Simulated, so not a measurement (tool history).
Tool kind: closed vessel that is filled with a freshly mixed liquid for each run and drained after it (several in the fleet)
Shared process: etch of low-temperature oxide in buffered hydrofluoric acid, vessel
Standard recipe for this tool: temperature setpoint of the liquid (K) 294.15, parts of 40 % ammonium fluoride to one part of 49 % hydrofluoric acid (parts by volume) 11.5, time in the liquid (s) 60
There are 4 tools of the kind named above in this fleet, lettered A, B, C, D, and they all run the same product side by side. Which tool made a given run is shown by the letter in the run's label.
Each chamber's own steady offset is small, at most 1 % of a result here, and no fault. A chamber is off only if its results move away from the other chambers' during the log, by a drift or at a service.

| run | day | temperature setpoint of the liquid (K) | parts of 40 % ammonium fluoride to one part of 49 % hydrofluoric acid (parts by volume) | time in the liquid (s) | read-back film thickness of the low-temperature oxide reference wafer, read on the same gauge (nm) | thickness taken off the low-temperature oxide on a monitor wafer (Å) |
|---|---|---|---|---|---|---|
| 1C | 0.317 | 294.15 | 11.5 | 60 | 49.997 | 918.33 |
| 2A | 0.554 | 294.15 | 11.5 | 60 | 50.015 | 911.02 |
| 3D | 0.729 | 294.15 | 11.5 | 60 | 50.019 | 907.52 |
| 4B | 1.004 | 294.15 | 11.5 | 60 | 49.988 | 912.97 |
| 5B | 1.188 | 294.15 | 8.0 | 50 | 49.986 | 1067.10 |
| 6D | 1.367 | 294.15 | 8.0 | 50 | 50.022 | 1046.90 |
| 7C | 1.579 | 294.15 | 8.0 | 50 | 49.970 | 1056.60 |
| 8A | 1.788 | 294.15 | 8.0 | 50 | 50.003 | 1056.60 |
| 9B | 2.075 | 294.15 | 11.5 | 60 | 50.018 | 906.67 |
| 10D | 2.388 | 294.15 | 11.5 | 60 | 49.995 | 891.80 |
| 11C | 2.621 | 294.15 | 11.5 | 60 | 49.977 | 910.26 |
| 12A | 2.821 | 294.15 | 11.5 | 60 | 49.994 | 914.82 |
| 13C | 3.067 | 294.15 | 11.5 | 60 | 50.004 | 922.33 |
| 14B | 3.329 | 294.15 | 11.5 | 60 | 50.013 | 910.21 |
| 15D | 3.633 | 294.15 | 11.5 | 60 | 49.991 | 884.47 |
| 16A | 3.821 | 294.15 | 11.5 | 60 | 49.977 | 911.89 |
| 17B | 4.042 | 294.15 | 11.5 | 60 | 50.005 | 915.28 |
| 18A | 4.200 | 294.15 | 11.5 | 60 | 50.010 | 903.29 |
| 19D | 4.471 | 294.15 | 11.5 | 60 | 50.010 | 876.64 |
| 20C | 4.771 | 294.15 | 11.5 | 60 | 49.999 | 913.07 |
| 21B | 5.000 | 294.15 | 11.5 | 60 | 50.020 | 917.73 |
| 22A | 5.179 | 294.15 | 11.5 | 60 | 49.989 | 924.32 |
| 23C | 5.417 | 294.15 | 11.5 | 60 | 50.003 | 910.25 |
| 24D | 5.750 | 294.15 | 11.5 | 60 | 49.990 | 851.68 |
| 25C | 6.017 | 294.15 | 11.5 | 60 | 50.000 | 912.44 |
| 26B | 6.329 | 294.15 | 7.5 | 60 | 50.006 | 1358.80 |
| 27A | 6.654 | 294.15 | 7.5 | 60 | 50.001 | 1369.90 |
| 28D | 6.850 | 294.15 | 7.5 | 60 | 50.008 | 1256.50 |
| 29B | 7.062 | 294.15 | 7.5 | 60 | 49.994 | 1379.20 |
| 30C | 7.338 | 294.15 | 11.5 | 60 | 50.018 | 898.67 |

Each of the 4 chambers runs these same settings next. Fill in every chamber's results:
| 31A | 7.583 | 294.15 | 11.5 | 60 |  | ? |
| 31B | 7.583 | 294.15 | 11.5 | 60 |  | ? |
| 31C | 7.583 | 294.15 | 11.5 | 60 |  | ? |
| 31D | 7.583 | 294.15 | 11.5 | 60 |  | ? |

| run | thickness taken off the low-temperature oxide on a monitor wafer (Å) |
|---|---|
| 31A | 919.04 |
| 31B | 913.42 |
| 31C | 914.19 |
| 31D | 829.53 |

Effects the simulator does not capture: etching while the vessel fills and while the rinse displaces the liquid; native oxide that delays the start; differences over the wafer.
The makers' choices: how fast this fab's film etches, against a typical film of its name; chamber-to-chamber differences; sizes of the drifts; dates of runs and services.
